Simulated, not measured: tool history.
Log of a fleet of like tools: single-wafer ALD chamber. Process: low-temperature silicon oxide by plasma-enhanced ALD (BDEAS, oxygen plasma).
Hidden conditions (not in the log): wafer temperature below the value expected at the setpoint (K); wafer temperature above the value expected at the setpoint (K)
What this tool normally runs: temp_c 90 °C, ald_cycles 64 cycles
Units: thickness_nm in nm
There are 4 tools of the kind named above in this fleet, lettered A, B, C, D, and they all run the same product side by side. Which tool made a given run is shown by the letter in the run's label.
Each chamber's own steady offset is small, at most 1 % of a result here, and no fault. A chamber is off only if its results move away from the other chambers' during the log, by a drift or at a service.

run	hour	temp_c	ald_cycles	hours since the last thermocouple change	read-back reference wafer on the same gauge, thickness_nm	thickness_nm
1C	6.1	90	64	1171.6	10.376	9.5184
2D	12.6	90	64	1028.9	10.382	9.4257
3A	16.3	90	64	900.7	10.375	9.464
4B	21	90	64	192.3	10.384	9.5491
5B	28.7	90	64	200	10.397	9.5694
6C	33.9	90	64	1199.4	10.391	9.5412
7D	39.6	90	64	1055.9	10.388	9.4163
8A	46	98	64	930.4	10.368	9.1659
9A	51.1	98	64	935.5	10.383	9.1451
10D	55.8	98	64	1072.1	10.373	9.1704
11C	60.9	98	64	1226.4	10.381	9.2538
12B	65.9	90	64	237.2	10.386	9.4897
13D	73.8	90	64	1090.1	10.374	9.4788
14A	81.1	90	64	965.5	10.39	9.3793
15C	86.3	90	64	1251.8	10.384	9.5456
16B	93.5	90	64	264.8	10.38	9.475
17B	97.2	90	64	268.5	10.39	9.5291
18A	104.4	78	70	988.8	10.398	10.794
19D	111.7	78	70	1128	10.385	10.718
20C	117.4	78	70	1282.9	10.376	10.779
21C	121.5	78	70	1287	10.391	10.788
22D	124.9	90	60	1141.2	10.374	8.7585
23B	130.3	90	60	301.6	10.377	8.8556
24A	135.1	90	60	1019.5	10.377	8.8333
25D	141.1	90	60	1157.4	10.383	8.9299
26C	149	90	64	1314.5	10.375	9.5341
27A	155.4	90	64	1039.8	10.376	9.4141
28B	160.4	90	64	331.7	10.372	9.5571

All 4 chambers run these settings next. Forecast each chamber's results:
29A	166.1	85	64			?
29B	166.1	85	64			?
29C	166.1	85	64			?
29D	166.1	85	64			?

run	thickness_nm
29A	9.566
29B	9.6635
29C	9.7194
29D	9.5517

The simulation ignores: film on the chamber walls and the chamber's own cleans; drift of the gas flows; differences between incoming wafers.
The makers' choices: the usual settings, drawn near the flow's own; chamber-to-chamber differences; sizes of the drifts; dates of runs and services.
